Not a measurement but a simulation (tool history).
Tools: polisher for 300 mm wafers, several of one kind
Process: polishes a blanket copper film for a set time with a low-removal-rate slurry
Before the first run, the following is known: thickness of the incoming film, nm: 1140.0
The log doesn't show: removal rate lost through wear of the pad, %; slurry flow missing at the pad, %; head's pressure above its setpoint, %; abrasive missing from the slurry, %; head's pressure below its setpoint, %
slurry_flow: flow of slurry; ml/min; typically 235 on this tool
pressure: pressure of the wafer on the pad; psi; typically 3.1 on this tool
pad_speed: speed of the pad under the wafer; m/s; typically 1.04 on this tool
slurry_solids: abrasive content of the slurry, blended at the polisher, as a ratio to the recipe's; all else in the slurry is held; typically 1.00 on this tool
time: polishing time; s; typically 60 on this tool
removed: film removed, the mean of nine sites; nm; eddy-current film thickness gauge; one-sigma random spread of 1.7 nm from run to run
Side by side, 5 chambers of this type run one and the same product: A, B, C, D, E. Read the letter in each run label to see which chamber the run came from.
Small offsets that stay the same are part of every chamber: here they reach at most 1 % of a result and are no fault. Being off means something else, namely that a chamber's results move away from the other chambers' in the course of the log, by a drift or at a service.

run   hour  slurry_flow  pressure  pad_speed  slurry_solids  time  wafers polished on this pad  hours since the slurry nozzle was cleaned  hours since the head pressure was calibrated  hours since the slurry blender was calibrated  removed
 1C    2.8          235       3.1       1.04           1.00    60                         1208                                      514.2                                         388.9                                          207.3   195.03
       4.8  -- chamber B: head pressure recalibrated
 2D    5.0          235       3.1       1.04           1.00    60                          293                                      256.7                                         635.4                                          140.9   193.22
       6.8  -- chamber C: worn pad replaced by a new one
       7.2  -- chamber B: worn pad replaced by a new one
 3E    8.5          235       3.1       1.04           1.00    60                          889                                      348.8                                         315.3                                          359.1   194.68
 4B   10.9          235       3.1       1.04           1.00    60                           26                                      435.7                                           6.1                                          136.0   192.63
 5A   14.3          235       3.1       1.04           1.00    60                          512                                       91.9                                         172.7                                           67.5   191.06
 6C   17.6          235       3.1       1.04           1.00    60                           77                                      529.0                                         403.7                                          222.1   192.07
 7E   21.3          235       2.5       1.04           1.00    41                          980                                      361.6                                         328.1                                          371.9   105.98
 8A   24.5          235       2.5       1.04           1.00    41                          585                                      102.1                                         182.9                                           77.7   106.62
      25.6  -- chamber E: slurry blender recalibrated
 9D   27.3          235       2.5       1.04           1.00    41                          453                                      279.0                                         657.7                                          163.2   104.72
      29.2  -- chamber D: slurry nozzle cleaned
10B   30.7          235       2.5       1.04           1.00    41                          168                                      455.5                                          25.9                                          155.8   107.44
11E   34.1          235       2.5       1.04           1.00    41                         1072                                      374.4                                         340.9                                            8.6   104.75
      36.7  -- chamber D: worn pad replaced by a new one
      37.4  -- chamber E: worn pad replaced by a new one
12C   38.0          235       3.1       1.04           1.00    60                          223                                      549.4                                         424.1                                          242.5   193.15
      38.7  -- chamber C: slurry blender recalibrated
13A   42.2          235       3.1       1.04           1.00    60                          711                                      119.8                                         200.6                                           95.4   195.32
14B   44.7          235       3.1       1.04           1.00    60                          269                                      469.5                                          39.9                                          169.8   194.51
      46.9  -- chamber E: slurry nozzle cleaned
15D   48.4          235       3.1       1.26           1.15    60                           83                                       19.3                                         678.8                                          184.3   240.36
      50.6  -- chamber D: slurry blender recalibrated
16E   52.0          235       3.1       1.26           1.15    60                          105                                        5.1                                         358.8                                           26.5   233.69
17B   55.2          235       3.1       1.26           1.15    60                          344                                      480.0                                          50.4                                          180.3   242.64
18D   58.2          235       3.1       1.26           1.15    60                          154                                       29.1                                         688.6                                            7.6   238.69
19C   60.5          235       3.1       1.26           1.15    60                          384                                      571.9                                         446.6                                           21.8   240.58
20A   63.7          235       3.1       1.04           1.00    60                          865                                      141.3                                         222.1                                          116.9   191.05
21C   67.5          235       4.1       1.04           1.00    60                          435                                      578.9                                         453.6                                           28.8   253.63
22D   69.5          235       4.1       1.04           1.00    60                          235                                       40.4                                         699.9                                           18.9   254.98
23B   72.0          235       4.1       1.04           1.00    60                          464                                      496.8                                          67.2                                          197.1   255.58
24A   75.0          235       4.1       1.04           1.00    60                          946                                      152.6                                         233.4                                          128.2   252.73
      76.3  -- chamber A: worn pad replaced by a new one
25E   78.2          235       4.1       1.04           1.00    60                          292                                       31.3                                         385.0                                           52.7   242.07
26D   80.1          235       3.1       1.04           1.00    60                          310                                       51.0                                         710.5                                           29.5   190.86
27E   82.4          235       3.1       1.04           1.00    60                          322                                       35.5                                         389.2                                           56.9   181.42
      83.6  -- chamber A: slurry blender recalibrated
28A   84.7          235       3.1       1.04           1.00    60                           60                                      162.3                                         243.1                                            1.1   192.61
29C   88.1          235       3.1       1.04           1.00    60                          582                                      599.5                                         474.2                                           49.4   189.86
30B   91.9          235       3.1       1.04           1.00    60                          607                                      516.7                                          87.1                                          217.0   192.23
31C   96.0          235       3.1       1.04           1.00    60                          639                                      607.4                                         482.1                                           57.3   193.43
32B   99.0          235       3.1       1.04           1.00    60                          657                                      523.8                                          94.2                                          224.1   193.88
33D  102.3          235       3.1       1.04           1.00    60                          469                                       73.2                                         732.7                                           51.7   191.39
34E  105.3          235       3.1       1.04           1.20    60                          486                                       58.4                                         412.1                                           79.8   183.30
35A  107.8          235       3.1       1.04           1.20    60                          225                                      185.4                                         266.2                                           24.2   199.65
36C  110.3          235       3.1       1.04           1.20    60                          741                                      621.7                                         496.4                                           71.6   198.06
     111.8  -- chamber D: worn pad replaced by a new one
37A  112.9          235       3.1       1.04           1.20    60                          262                                      190.5                                         271.3                                           29.3   200.79
38D  116.7          235       3.1       1.04           1.20    60                           35                                       87.6                                         747.1                                           66.1   199.01
39E  120.1          235       3.1       1.04           1.00    60                          592                                       73.2                                         426.9                                           94.6   175.22

Read the log: is a single chamber off, either drifting away or since a service, is the gauge that measures every chamber drifting, or is nothing wrong beyond small per-chamber offsets? Name any odd chamber and what most likely caused it.

Little by little, chamber E moves away from the other chambers.
Most likely cause: head's pressure below its setpoint, % = 10.

Chamber E could run next with any of the 4 candidate recipes listed below; each alters the usual settings, and their results appear as question marks. Which one brings its results back in line with what the other chambers deliver on the usual settings?
In-line tolerance around the mean of the other chambers on the usual settings: removed 5.80 nm
40E-1  123.2          235       3.2       1.08           1.00    62                                                                                                                                                                             ?
40E-2  123.2          235       3.1       0.88           0.95    60                                                                                                                                                                             ?
40E-3  123.2          235       3.0       1.00           1.00    58                                                                                                                                                                             ?
40E-4  123.2          235       3.4       1.14           1.00    60                                                                                                                                                                             ?

Average result of the remaining chambers running the usual settings: removed 193.19 nm
  run  removed
40E-1   191.85
40E-2   145.36
40E-3   155.82
40E-4   208.25
40E-1 brings the chamber back in line.
